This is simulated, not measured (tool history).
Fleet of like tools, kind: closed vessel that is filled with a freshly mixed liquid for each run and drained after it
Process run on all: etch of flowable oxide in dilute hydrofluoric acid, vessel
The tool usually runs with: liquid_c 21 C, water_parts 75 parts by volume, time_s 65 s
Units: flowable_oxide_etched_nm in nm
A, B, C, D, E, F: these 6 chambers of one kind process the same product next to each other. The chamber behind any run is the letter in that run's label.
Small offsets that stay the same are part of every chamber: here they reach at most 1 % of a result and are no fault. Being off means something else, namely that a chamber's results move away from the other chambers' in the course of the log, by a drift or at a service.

run,hour,liquid_c,water_parts,time_s,"read-back film thickness of the flowable oxide reference wafer, read on the same gauge (nm)",flowable_oxide_etched_nm
1F,7,21,75,65,39.993,20.916
2E,15,21,75,65,40.018,20.99
3A,20,21,75,65,40.012,21.205
4B,28.3,21,75,65,40,20.93
5C,35.3,21,75,65,39.996,20.964
6D,44,21,75,65,40.001,20.972
7F,50.2,21,75,65,39.95,21.295
8C,55,21,75,65,40.008,20.744
9A,60.2,21,75,65,40.018,20.99
10E,67.3,24.5,75,65,40.006,24.209
11D,76.8,24.5,75,65,39.962,24.135
12B,81.1,24.5,75,65,40.012,24.224
13B,87.3,24.5,75,65,40.006,24.354
14C,95.3,24.5,75,65,39.985,24.071
15D,102.2,24.5,75,65,39.969,24.125
16A,111,21,75,65,40.017,20.861
17E,116.3,21,75,65,39.98,20.955
18F,122.4,21,75,65,40.02,21.17
19C,128.2,21,75,65,40.015,20.798
20D,137.2,21,75,65,40.055,20.907
21E,142.1,21,75,65,39.991,21.164
# hour 144.1: chamber B: thermometer replaced
22A,149.7,21,75,65,40.01,21.311
23F,158.2,21,75,65,39.989,21.127
24B,165.6,21,75,65,39.958,21.15
25A,173.4,21,75,65,40.013,21.02
26C,182.7,21,75,65,39.979,20.874
27F,188.4,21,75,65,39.978,21.163
28D,194.2,21,75,65,40.006,21.255
29E,201.2,21,75,65,39.979,20.925
30B,210.2,21,75,65,39.989,21.136
31D,218.6,21,75,65,39.984,21.026
32B,224.9,21,75,65,40.035,21.023
33A,232.2,21,75,65,40.004,21.215
34C,237.7,21,75,65,40.011,21.067
35F,244.1,21,75,65,40.012,21.165
36E,249.5,21,75,65,39.995,20.538
37B,255,21,75,65,40.027,21.12
38E,262.6,21,75,65,40.021,20.435
39F,267.1,23,75,65,39.986,22.839
40C,276,23,75,65,39.981,22.65
41A,283.9,23,75,65,40.017,22.937
42D,291.4,23,75,65,40.01,22.621
43A,296.3,23,75,65,40.004,22.968

What goes on in this fleet: one chamber off, a drifting gauge, or nothing beyond the chambers' own small offsets? Name the chamber and the cause, if any.

It is chamber E that slowly wanders off from its peers.
Likeliest cause: liquid colder than its thermometer reads (K) = 1.04.
Not necessarily distinguishable in this log from: hydrofluoric acid flow below the setpoint (%).

Chamber E could run next with any of the 4 candidate recipes listed below; each alters the usual settings, and their results appear as question marks. Which one brings its results back in line with what the other chambers deliver on the usual settings?
In-line tolerance around the mean of the other chambers on the usual settings: flowable_oxide_etched_nm 0.41 nm
44E-1,303.3,20,75,65,,?
44E-2,303.3,19,75,65,,?
44E-3,303.3,22,75,65,,?
44E-4,303.3,23,75,65,,?

Other chambers, usual settings, mean: flowable_oxide_etched_nm 21.041 nm
run,flowable_oxide_etched_nm
44E-1,19.307
44E-2,18.499
44E-3,21.015
44E-4,21.909
44E-3 brings the chamber back in line.
